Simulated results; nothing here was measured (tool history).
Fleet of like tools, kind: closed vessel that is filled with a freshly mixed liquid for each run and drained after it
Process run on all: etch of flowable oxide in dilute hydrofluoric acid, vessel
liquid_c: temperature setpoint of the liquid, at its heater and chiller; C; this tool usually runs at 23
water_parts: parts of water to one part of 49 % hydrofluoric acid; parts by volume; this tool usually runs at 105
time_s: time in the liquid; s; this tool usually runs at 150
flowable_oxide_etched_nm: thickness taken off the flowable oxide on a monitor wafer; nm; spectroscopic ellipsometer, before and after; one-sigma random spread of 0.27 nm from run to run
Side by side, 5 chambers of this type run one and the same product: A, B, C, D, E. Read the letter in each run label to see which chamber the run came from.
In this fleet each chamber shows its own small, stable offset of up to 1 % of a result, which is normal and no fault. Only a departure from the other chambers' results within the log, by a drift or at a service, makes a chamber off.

run,hour,liquid_c,water_parts,time_s,"read-back film thickness of the flowable oxide reference wafer, read on the same gauge (nm)",flowable_oxide_etched_nm
1E,5.8,23,105,150,100.05,35.967
2C,14.2,23,105,150,99.983,36.718
3B,19.4,23,105,150,100.03,35.959
4D,25.1,23,105,150,100.01,35.845
5A,31.5,23,105,150,100.02,36.32
6D,39,23,105,215,99.958,51.9
7E,45.2,23,105,215,99.997,51.509
8C,53.5,23,105,215,100.02,52.811
9A,65.1,23,105,215,100.02,52.493
10B,71.1,23,105,215,100.01,51.948
# hour 74.6: chamber E: thermometer replaced
11B,81.1,23,105,150,99.979,35.949
12D,86.2,23,105,150,99.984,36.271
13C,98,23,105,150,100,35.934
14E,105,23,105,150,99.993,35.82
15A,111.4,23,105,150,99.998,36.697
16D,119.3,23,105,150,100,35.935
# hour 123.8: chamber D: thermometer replaced
17B,127.2,23,105,150,99.988,35.894
18E,137.2,20.5,105,150,100.01,32.942
19C,148.2,20.5,105,150,100.02,33.422
20A,154,20.5,105,150,99.982,32.715
21C,159.5,20.5,105,150,99.987,33.537
22E,165.9,20.5,105,150,99.984,32.44
23A,175.2,23,150,150,99.976,24.257
24D,182.9,23,150,150,99.998,24.022
# hour 183.9: chamber A: hydrofluoric acid flow meter replaced
25B,192.7,23,150,150,100.01,23.946
26B,202,23,150,150,100.03,24.174
27C,207.7,23,150,150,100,24.086
28D,214.1,23,105,150,99.985,35.938
29A,224.5,23,105,150,100.01,36.617
30E,234.9,23,105,150,100,36.449
31E,240.2,23,105,150,99.993,36.635
32B,249.5,23,105,150,100.04,36.18

Read the log: is a single chamber off, either drifting away or since a service, is the gauge that measures every chamber drifting, or is nothing wrong beyond small per-chamber offsets? Name any odd chamber and what most likely caused it.

All chambers stay in line apart from their small fixed offsets, and the gauge does not drift.
